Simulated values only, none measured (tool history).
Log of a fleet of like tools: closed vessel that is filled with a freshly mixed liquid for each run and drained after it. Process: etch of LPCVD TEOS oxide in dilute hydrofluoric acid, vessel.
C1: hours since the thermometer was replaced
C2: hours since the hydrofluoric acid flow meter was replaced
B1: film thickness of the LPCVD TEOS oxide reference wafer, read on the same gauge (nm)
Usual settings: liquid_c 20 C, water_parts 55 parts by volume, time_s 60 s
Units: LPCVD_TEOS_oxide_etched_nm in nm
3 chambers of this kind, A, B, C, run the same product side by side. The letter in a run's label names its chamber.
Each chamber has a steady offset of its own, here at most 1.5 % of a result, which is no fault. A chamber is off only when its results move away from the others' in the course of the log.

{"run": "1B", "hour": 4.4, "liquid_c": 20, "water_parts": 55, "time_s": 60, "C1": 498.5, "C2": 856.9, "B1": 69.999, "LPCVD_TEOS_oxide_etched_nm": 35.661}
{"run": "2A", "hour": 9.4, "liquid_c": 20, "water_parts": 55, "time_s": 60, "C1": 868.3, "C2": 643.6, "B1": 69.974, "LPCVD_TEOS_oxide_etched_nm": 35.223}
{"run": "3C", "hour": 12.6, "liquid_c": 20, "water_parts": 55, "time_s": 60, "C1": 205.1, "C2": 171.3, "B1": 69.986, "LPCVD_TEOS_oxide_etched_nm": 35.327}
{"run": "4C", "hour": 18.5, "liquid_c": 20, "water_parts": 55, "time_s": 60, "C1": 211, "C2": 177.2, "B1": 70.008, "LPCVD_TEOS_oxide_etched_nm": 35.92}
{"run": "5B", "hour": 21.7, "liquid_c": 20, "water_parts": 55, "time_s": 60, "C1": 515.8, "C2": 874.2, "B1": 70.008, "LPCVD_TEOS_oxide_etched_nm": 35.072}
{"run": "6A", "hour": 24.6, "liquid_c": 20, "water_parts": 55, "time_s": 60, "C1": 883.5, "C2": 658.8, "B1": 69.989, "LPCVD_TEOS_oxide_etched_nm": 35.986}
{"hour": 26.9, "done": "chamber B: thermometer replaced"}
{"run": "7B", "hour": 27.5, "liquid_c": 20, "water_parts": 55, "time_s": 60, "C1": 0.6, "C2": 880, "B1": 70.009, "LPCVD_TEOS_oxide_etched_nm": 35.554}
{"run": "8A", "hour": 31.9, "liquid_c": 20, "water_parts": 55, "time_s": 60, "C1": 890.8, "C2": 666.1, "B1": 69.982, "LPCVD_TEOS_oxide_etched_nm": 36.367}
{"run": "9C", "hour": 36.2, "liquid_c": 20, "water_parts": 55, "time_s": 60, "C1": 228.7, "C2": 194.9, "B1": 70.008, "LPCVD_TEOS_oxide_etched_nm": 35.422}
{"hour": 40.0, "done": "chamber A: hydrofluoric acid flow meter replaced"}
{"run": "10A", "hour": 40.3, "liquid_c": 20, "water_parts": 55, "time_s": 60, "C1": 899.2, "C2": 0.4, "B1": 69.962, "LPCVD_TEOS_oxide_etched_nm": 35.775}
{"run": "11B", "hour": 46.1, "liquid_c": 20, "water_parts": 55, "time_s": 60, "C1": 19.2, "C2": 898.6, "B1": 70.028, "LPCVD_TEOS_oxide_etched_nm": 35.743}
{"run": "12C", "hour": 50.0, "liquid_c": 20, "water_parts": 55, "time_s": 60, "C1": 242.5, "C2": 208.7, "B1": 70.009, "LPCVD_TEOS_oxide_etched_nm": 35.17}
{"run": "13B", "hour": 55.1, "liquid_c": 20, "water_parts": 55, "time_s": 60, "C1": 28.2, "C2": 907.6, "B1": 70.018, "LPCVD_TEOS_oxide_etched_nm": 35.551}
{"hour": 57.3, "done": "chamber B: hydrofluoric acid flow meter replaced"}
{"run": "14C", "hour": 58.7, "liquid_c": 20, "water_parts": 55, "time_s": 60, "C1": 251.2, "C2": 217.4, "B1": 70.012, "LPCVD_TEOS_oxide_etched_nm": 35.393}
{"run": "15A", "hour": 61.8, "liquid_c": 20, "water_parts": 55, "time_s": 60, "C1": 920.7, "C2": 21.9, "B1": 69.985, "LPCVD_TEOS_oxide_etched_nm": 35.283}
{"run": "16B", "hour": 67.8, "liquid_c": 20, "water_parts": 55, "time_s": 60, "C1": 40.9, "C2": 10.5, "B1": 70.004, "LPCVD_TEOS_oxide_etched_nm": 35.074}
{"run": "17C", "hour": 71.1, "liquid_c": 17, "water_parts": 55, "time_s": 60, "C1": 263.6, "C2": 229.8, "B1": 70.002, "LPCVD_TEOS_oxide_etched_nm": 31.344}
{"run": "18A", "hour": 77.2, "liquid_c": 17, "water_parts": 55, "time_s": 60, "C1": 936.1, "C2": 37.3, "B1": 70.012, "LPCVD_TEOS_oxide_etched_nm": 31.777}
{"run": "19B", "hour": 82.2, "liquid_c": 17, "water_parts": 55, "time_s": 60, "C1": 55.3, "C2": 24.9, "B1": 70.027, "LPCVD_TEOS_oxide_etched_nm": 31.365}
{"run": "20C", "hour": 86.9, "liquid_c": 20, "water_parts": 55, "time_s": 60, "C1": 279.4, "C2": 245.6, "B1": 70.033, "LPCVD_TEOS_oxide_etched_nm": 35.059}
{"run": "21A", "hour": 90.0, "liquid_c": 20, "water_parts": 55, "time_s": 60, "C1": 948.9, "C2": 50.1, "B1": 70.018, "LPCVD_TEOS_oxide_etched_nm": 35.414}
{"run": "22B", "hour": 94.3, "liquid_c": 20, "water_parts": 55, "time_s": 45, "C1": 67.4, "C2": 37, "B1": 69.991, "LPCVD_TEOS_oxide_etched_nm": 26.877}
{"run": "23C", "hour": 97.1, "liquid_c": 20, "water_parts": 55, "time_s": 45, "C1": 289.6, "C2": 255.8, "B1": 69.994, "LPCVD_TEOS_oxide_etched_nm": 26.737}
{"run": "24A", "hour": 100.2, "liquid_c": 20, "water_parts": 55, "time_s": 45, "C1": 959.1, "C2": 60.3, "B1": 69.972, "LPCVD_TEOS_oxide_etched_nm": 26.816}
{"run": "25B", "hour": 103.5, "liquid_c": 20, "water_parts": 55, "time_s": 60, "C1": 76.6, "C2": 46.2, "B1": 70.013, "LPCVD_TEOS_oxide_etched_nm": 35.939}
{"run": "26A", "hour": 106.7, "liquid_c": 20, "water_parts": 55, "time_s": 60, "C1": 965.6, "C2": 66.8, "B1": 69.998, "LPCVD_TEOS_oxide_etched_nm": 35.805}
{"run": "27C", "hour": 109.5, "liquid_c": 20, "water_parts": 55, "time_s": 60, "C1": 302, "C2": 268.2, "B1": 70.003, "LPCVD_TEOS_oxide_etched_nm": 35.412}
{"run": "28A", "hour": 113.2, "liquid_c": 17, "water_parts": 55, "time_s": 60, "C1": 972.1, "C2": 73.3, "B1": 69.997, "LPCVD_TEOS_oxide_etched_nm": 31.358}
{"run": "29C", "hour": 117.8, "liquid_c": 17, "water_parts": 55, "time_s": 60, "C1": 310.3, "C2": 276.5, "B1": 70.005, "LPCVD_TEOS_oxide_etched_nm": 30.978}
{"run": "30B", "hour": 120.8, "liquid_c": 17, "water_parts": 55, "time_s": 60, "C1": 93.9, "C2": 63.5, "B1": 70.034, "LPCVD_TEOS_oxide_etched_nm": 31.349}
{"run": "31B", "hour": 124.2, "liquid_c": 20, "water_parts": 55, "time_s": 35, "C1": 97.3, "C2": 66.9, "B1": 69.968, "LPCVD_TEOS_oxide_etched_nm": 20.858}
{"run": "32C", "hour": 128.1, "liquid_c": 20, "water_parts": 55, "time_s": 35, "C1": 320.6, "C2": 286.8, "B1": 70.002, "LPCVD_TEOS_oxide_etched_nm": 20.916}
{"run": "33A", "hour": 133.3, "liquid_c": 20, "water_parts": 55, "time_s": 35, "C1": 992.2, "C2": 93.4, "B1": 70.004, "LPCVD_TEOS_oxide_etched_nm": 20.723}
{"run": "34B", "hour": 137.2, "liquid_c": 20, "water_parts": 55, "time_s": 60, "C1": 110.3, "C2": 79.9, "B1": 70.003, "LPCVD_TEOS_oxide_etched_nm": 36.09}
{"run": "35A", "hour": 141.9, "liquid_c": 24, "water_parts": 55, "time_s": 60, "C1": 1000.8, "C2": 102, "B1": 69.996, "LPCVD_TEOS_oxide_etched_nm": 42.061}
{"run": "36C", "hour": 144.7, "liquid_c": 24, "water_parts": 55, "time_s": 60, "C1": 337.2, "C2": 303.4, "B1": 69.989, "LPCVD_TEOS_oxide_etched_nm": 42.555}
{"run": "37C", "hour": 149.6, "liquid_c": 24, "water_parts": 55, "time_s": 60, "C1": 342.1, "C2": 308.3, "B1": 69.99, "LPCVD_TEOS_oxide_etched_nm": 41.305}
{"run": "38B", "hour": 154.0, "liquid_c": 20, "water_parts": 55, "time_s": 60, "C1": 127.1, "C2": 96.7, "B1": 69.99, "LPCVD_TEOS_oxide_etched_nm": 35.336}

All 3 chambers run these settings next. Forecast each chamber's results:
{"run": "39A", "hour": 158.5, "liquid_c": 20, "water_parts": 55, "time_s": 80, "LPCVD_TEOS_oxide_etched_nm": "?"}
{"run": "39B", "hour": 158.5, "liquid_c": 20, "water_parts": 55, "time_s": 80, "LPCVD_TEOS_oxide_etched_nm": "?"}
{"run": "39C", "hour": 158.5, "liquid_c": 20, "water_parts": 55, "time_s": 80, "LPCVD_TEOS_oxide_etched_nm": "?"}

run=39A LPCVD_TEOS_oxide_etched_nm=47.791
run=39B LPCVD_TEOS_oxide_etched_nm=47.312
run=39C LPCVD_TEOS_oxide_etched_nm=47.486

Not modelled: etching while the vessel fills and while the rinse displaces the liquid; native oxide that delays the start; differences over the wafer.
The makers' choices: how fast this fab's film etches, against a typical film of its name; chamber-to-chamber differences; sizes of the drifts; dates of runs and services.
